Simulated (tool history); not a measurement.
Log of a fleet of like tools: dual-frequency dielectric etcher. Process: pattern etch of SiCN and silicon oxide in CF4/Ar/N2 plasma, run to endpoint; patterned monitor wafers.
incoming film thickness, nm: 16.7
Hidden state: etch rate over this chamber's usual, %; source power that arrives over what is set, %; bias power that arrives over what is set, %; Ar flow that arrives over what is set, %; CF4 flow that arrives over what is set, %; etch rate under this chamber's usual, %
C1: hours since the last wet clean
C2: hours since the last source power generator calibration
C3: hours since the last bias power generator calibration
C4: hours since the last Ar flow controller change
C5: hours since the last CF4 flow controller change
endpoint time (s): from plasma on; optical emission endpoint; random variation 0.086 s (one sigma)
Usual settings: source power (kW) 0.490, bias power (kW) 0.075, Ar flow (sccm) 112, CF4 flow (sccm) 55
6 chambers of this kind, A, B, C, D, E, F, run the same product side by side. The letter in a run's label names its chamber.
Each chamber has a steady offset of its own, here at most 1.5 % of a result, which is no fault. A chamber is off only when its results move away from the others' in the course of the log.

At hour 11.1: chamber A: bias power generator calibrated.
Run 1E, hour 12.3: usual settings; C1 264.6; C2 3466.5; C3 341.8; C4 2422.7; C5 5581.8. Result: endpoint time (s) 18.638.
Run 2A, hour 18.6: usual settings; C1 191.5; C2 1073.7; C3 7.6; C4 3886.0; C5 1304.0. Result: endpoint time (s) 18.529.
Run 3C, hour 28.6: usual settings; C1 601.3; C2 1825.2; C3 3023.6; C4 54.3; C5 5159.3. Result: endpoint time (s) 18.620.
At hour 31.2: chamber E: Ar flow controller replaced.
At hour 31.9: chamber C: wet clean of the chamber.
Run 4B, hour 40.1: usual settings; C1 297.5; C2 2232.0; C3 4491.0; C4 222.8; C5 4113.3. Result: endpoint time (s) 18.753.
Run 5D, hour 46.8: usual settings but source power (kW) 0.550; C1 489.0; C2 4095.9; C3 892.8; C4 364.2; C5 4406.7. Result: endpoint time (s) 16.998.
Run 6F, hour 54.6: usual settings but source power (kW) 0.550; C1 282.0; C2 176.8; C3 2281.8; C4 2758.7; C5 2616.0. Result: endpoint time (s) 16.993.
At hour 57.5: chamber B: bias power generator calibrated.
Run 7C, hour 63.9: usual settings but source power (kW) 0.550; C1 32.1; C2 1860.5; C3 3058.9; C4 89.6; C5 5194.6. Result: endpoint time (s) 16.948.
Run 8E, hour 74.9: usual settings but source power (kW) 0.550; C1 327.2; C2 3529.1; C3 404.4; C4 43.7; C5 5644.4. Result: endpoint time (s) 16.838.
Run 9B, hour 82.9: usual settings but source power (kW) 0.550; C1 340.3; C2 2274.8; C3 25.5; C4 265.6; C5 4156.1. Result: endpoint time (s) 17.137.
Run 10F, hour 91.9: usual settings but source power (kW) 0.550; C1 319.3; C2 214.1; C3 2319.1; C4 2796.0; C5 2653.3. Result: endpoint time (s) 16.970.
Run 11D, hour 100.7: usual settings; C1 542.9; C2 4149.8; C3 946.7; C4 418.1; C5 4460.6. Result: endpoint time (s) 18.940.
At hour 104.3: chamber D: wet clean of the chamber.
Run 12A, hour 111.8: usual settings; C1 284.7; C2 1166.9; C3 100.8; C4 3979.2; C5 1397.2. Result: endpoint time (s) 18.454.
At hour 114.7: chamber F: bias power generator calibrated.
Run 13A, hour 118.0: usual settings but source power (kW) 0.570, Ar flow (sccm) 99; C1 290.9; C2 1173.1; C3 107.0; C4 3985.4; C5 1403.4. Result: endpoint time (s) 15.725.
Run 14E, hour 124.3: usual settings but source power (kW) 0.570, Ar flow (sccm) 99; C1 376.6; C2 3578.5; C3 453.8; C4 93.1; C5 5693.8. Result: endpoint time (s) 15.941.
Run 15F, hour 132.8: usual settings but source power (kW) 0.570, Ar flow (sccm) 99; C1 360.2; C2 255.0; C3 18.2; C4 2836.9; C5 2694.2. Result: endpoint time (s) 16.207.
Run 16D, hour 143.5: usual settings but source power (kW) 0.570, Ar flow (sccm) 99; C1 39.2; C2 4192.6; C3 989.5; C4 460.9; C5 4503.4. Result: endpoint time (s) 16.298.
At hour 148.5: chamber B: wet clean of the chamber.
Run 17C, hour 155.8: usual settings but source power (kW) 0.570, Ar flow (sccm) 99; C1 124.0; C2 1952.4; C3 3150.8; C4 181.5; C5 5286.5. Result: endpoint time (s) 16.152.
At hour 159.0: chamber B: CF4 flow controller replaced.
Run 18B, hour 167.8: usual settings but source power (kW) 0.570, Ar flow (sccm) 99; C1 19.3; C2 2359.7; C3 110.4; C4 350.5; C5 8.9. Result: endpoint time (s) 16.209.
Run 19E, hour 175.8: usual settings; C1 428.1; C2 3630.0; C3 505.3; C4 144.6; C5 5745.3. Result: endpoint time (s) 18.849.
Run 20D, hour 187.5: usual settings; C1 83.2; C2 4236.6; C3 1033.5; C4 504.9; C5 4547.4. Result: endpoint time (s) 19.033.
Run 21F, hour 198.7: usual settings; C1 426.1; C2 320.9; C3 84.1; C4 2902.8; C5 2760.1. Result: endpoint time (s) 18.856.
Run 22C, hour 205.3: usual settings; C1 173.5; C2 2001.9; C3 3200.3; C4 231.0; C5 5336.0. Result: endpoint time (s) 18.838.
Run 23A, hour 212.0: usual settings; C1 384.9; C2 1267.1; C3 201.0; C4 4079.4; C5 1497.4. Result: endpoint time (s) 18.244.
Run 24B, hour 225.4: usual settings; C1 76.9; C2 2417.3; C3 168.0; C4 408.1; C5 66.5. Result: endpoint time (s) 19.015.
Run 25B, hour 235.0: usual settings; C1 86.5; C2 2426.9; C3 177.6; C4 417.7; C5 76.1. Result: endpoint time (s) 18.992.
At hour 241.9: chamber F: wet clean of the chamber.
Run 26E, hour 243.5: usual settings but bias power (kW) 0.061, CF4 flow (sccm) 50; C1 495.8; C2 3697.7; C3 573.0; C4 212.3; C5 5813.0. Result: endpoint time (s) 20.318.
Run 27F, hour 252.5: usual settings but bias power (kW) 0.061, CF4 flow (sccm) 50; C1 10.6; C2 374.7; C3 137.9; C4 2956.6; C5 2813.9. Result: endpoint time (s) 20.599.
Run 28A, hour 265.2: usual settings but bias power (kW) 0.061, CF4 flow (sccm) 50; C1 438.1; C2 1320.3; C3 254.2; C4 4132.6; C5 1550.6. Result: endpoint time (s) 19.809.
Run 29C, hour 272.9: usual settings but bias power (kW) 0.061, CF4 flow (sccm) 50; C1 241.1; C2 2069.5; C3 3267.9; C4 298.6; C5 5403.6. Result: endpoint time (s) 20.318.
Run 30D, hour 279.1: usual settings but bias power (kW) 0.061, CF4 flow (sccm) 50; C1 174.8; C2 4328.2; C3 1125.1; C4 596.5; C5 4639.0. Result: endpoint time (s) 20.824.
At hour 281.0: chamber E: CF4 flow controller replaced.
At hour 288.7: chamber E: wet clean of the chamber.
Run 31C, hour 291.1: usual settings but bias power (kW) 0.061, CF4 flow (sccm) 50; C1 259.3; C2 2087.7; C3 3286.1; C4 316.8; C5 5421.8. Result: endpoint time (s) 20.485.
Run 32D, hour 300.2: usual settings; C1 195.9; C2 4349.3; C3 1146.2; C4 617.6; C5 4660.1. Result: endpoint time (s) 19.053.
Run 33B, hour 311.1: usual settings; C1 162.6; C2 2503.0; C3 253.7; C4 493.8; C5 152.2. Result: endpoint time (s) 18.747.
Run 34A, hour 320.9: usual settings; C1 493.8; C2 1376.0; C3 309.9; C4 4188.3; C5 1606.3. Result: endpoint time (s) 18.111.
Run 35E, hour 327.1: usual settings; C1 38.5; C2 3781.3; C3 656.6; C4 295.9; C5 46.2. Result: endpoint time (s) 18.667.
Run 36F, hour 337.4: usual settings; C1 95.5; C2 459.6; C3 222.8; C4 3041.5; C5 2898.8. Result: endpoint time (s) 18.900.
Run 37D, hour 346.6: usual settings but Ar flow (sccm) 90; C1 242.3; C2 4395.7; C3 1192.6; C4 664.0; C5 4706.5. Result: endpoint time (s) 18.373.
Run 38F, hour 357.1: usual settings but Ar flow (sccm) 90; C1 115.2; C2 479.3; C3 242.5; C4 3061.2; C5 2918.5. Result: endpoint time (s) 18.145.
Run 39B, hour 363.5: usual settings but Ar flow (sccm) 90; C1 215.0; C2 2555.4; C3 306.1; C4 546.2; C5 204.6. Result: endpoint time (s) 18.264.

What goes on in this fleet: one chamber off, a drifting gauge, or nothing beyond the chambers' own small offsets? Name the chamber and the cause, if any.

Chamber A drifts away from the others.
Cause: source power that arrives over what is set, % = 3.92.
The log may not tell that from: etch rate over this chamber's usual, %.

Here are 4 candidates for chamber A's next run, each the usual settings with a change, their results left as question marks. Which one brings its results back in line with what the others give on the usual settings?
In line means no further than this from the other chambers' mean on the usual settings: endpoint time (s) 0.300
Run 40A-1, hour 373.2: usual settings but source power (kW) 0.480, bias power (kW) 0.074. Result: endpoint time (s) ?.
Run 40A-2, hour 373.2: usual settings but source power (kW) 0.460. Result: endpoint time (s) ?.
Run 40A-3, hour 373.2: usual settings but bias power (kW) 0.078, Ar flow (sccm) 110, CF4 flow (sccm) 56. Result: endpoint time (s) ?.
Run 40A-4, hour 373.2: usual settings but CF4 flow (sccm) 74. Result: endpoint time (s) ?.

The other chambers' mean on the usual settings: endpoint time (s) 18.810
  run  endpoint time (s)
40A-1             18.253
40A-2             18.863
40A-3             17.494
40A-4             17.025
40A-2 brings the chamber back in line.
